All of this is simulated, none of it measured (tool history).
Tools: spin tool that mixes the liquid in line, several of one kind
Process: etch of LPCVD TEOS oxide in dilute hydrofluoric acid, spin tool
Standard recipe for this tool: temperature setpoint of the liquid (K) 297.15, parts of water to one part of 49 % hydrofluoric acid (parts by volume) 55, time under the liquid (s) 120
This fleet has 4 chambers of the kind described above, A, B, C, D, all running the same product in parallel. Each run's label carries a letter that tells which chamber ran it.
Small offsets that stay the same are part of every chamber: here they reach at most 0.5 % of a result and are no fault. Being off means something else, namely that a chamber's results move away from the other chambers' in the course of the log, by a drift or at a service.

run	hour	temperature setpoint of the liquid (K)	parts of water to one part of 49 % hydrofluoric acid (parts by volume)	time under the liquid (s)	hours since the thermometer was replaced	hours since the hydrofluoric acid flow meter was replaced	read-back film thickness of the LPCVD TEOS oxide reference wafer, read on the same gauge (nm)	thickness taken off the LPCVD TEOS oxide on a monitor wafer (nm)
1D	6.1	297.15	55	120	599	180.3	50.003	58.159
2C	12.6	297.15	55	120	404.7	475.9	50.014	58.249
3A	16.2	297.15	55	120	2266.3	1093.4	49.992	58.035
4B	22.2	297.15	55	120	2453.9	126.9	49.999	58.596
5C	28.6	297.15	55	120	420.7	491.9	49.984	58.377
6D	31.6	297.15	55	120	624.5	205.8	49.981	58.839
7B	36.4	297.15	55	120	2468.1	141.1	50.004	58.912
8A	39.8	297.15	55	120	2289.9	1117	50.018	58.372
9C	43.5	297.15	65	165	435.6	506.8	50.005	65.658
10D	46.7	297.15	65	165	639.6	220.9	50.009	66.163
11A	52.9	297.15	65	165	2303	1130.1	49.979	67.328
12B	58.5	297.15	65	165	2490.2	163.2	49.995	68.13
13C	64.1	295.65	40	120	456.2	527.4	50.002	76.067
14B	68.6	295.65	40	120	2500.3	173.3	50.006	77.299
15D	75.1	295.65	40	120	668	249.3	49.987	78.117
16A	79.7	295.65	40	120	2329.8	1156.9	49.991	76.611
17B	85.7	297.15	55	120	2517.4	190.4	49.998	58.144
18D	91.4	297.15	55	120	684.3	265.6	50.009	58.41
19C	96.3	297.15	55	120	488.4	559.6	49.995	57.747
20A	99.2	294.65	35	120	2349.3	1176.4	50.004	84.075
21A	103.9	294.65	35	120	2354	1181.1	50.019	83.762
22C	110.2	294.65	35	120	502.3	573.5	49.997	83.562
23D	113.4	294.65	35	120	706.3	287.6	50.004	86.27
24B	119.5	297.15	55	120	2551.2	224.2	50.005	58.788
25D	123.6	297.15	55	120	716.5	297.8	49.996	58.004
26A	126.8	297.15	55	120	2376.9	1204	49.985	58.42
27B	132.7	297.15	55	120	2564.4	237.4	50	59.455
28C	136.7	297.15	55	120	528.8	600	50.006	57.073
29A	141.2	297.15	55	120	2391.3	1218.4	50.009	58.229
# hour 144.3: chamber C: thermometer replaced
30B	145.5	297.15	55	120	2577.2	250.2	50.012	58.638
31C	150.8	297.15	55	120	6.6	614.1	50.013	56.637
32D	155.1	297.15	55	120	748	329.3	50.018	58.193
33D	161.5	297.15	55	120	754.4	335.7	49.987	57.738
34B	167.8	297.15	55	120	2599.5	272.5	49.991	58.195
35A	170.7	297.15	55	120	2420.8	1247.9	49.987	58.282
36C	174.1	297.15	55	120	29.9	637.4	50	56.166
37A	178.7	297.15	55	120	2428.8	1255.9	49.992	57.374

One chamber off, gauge drift, or nothing amiss beyond the chambers' own small offsets? If it is a chamber, which one, and what is the likeliest cause?

Chamber C drifts away from the others.
What lies behind it: hydrofluoric acid flow below the setpoint (%) = 3.52.

Which of the 4 candidates below, each the usual settings with something changed and its results left as question marks, puts chamber C back in line with what the other chambers give on the usual settings?
Counts as in line when no further than this from what the other chambers average on the usual settings: thickness taken off the LPCVD TEOS oxide on a monitor wafer (nm) 1.5
38C-1	183.5	297.15	55	130				?
38C-2	183.5	297.15	55	125				?
38C-3	183.5	296.15	55	120				?
38C-4	183.5	297.15	55	110				?

Other chambers, usual settings, mean: thickness taken off the LPCVD TEOS oxide on a monitor wafer (nm) 58.38
run	thickness taken off the LPCVD TEOS oxide on a monitor wafer (nm)
38C-1	60.824
38C-2	58.485
38C-3	53.885
38C-4	51.467
The right change is 38C-2: it brings the chamber back within the allowed miss of the others.
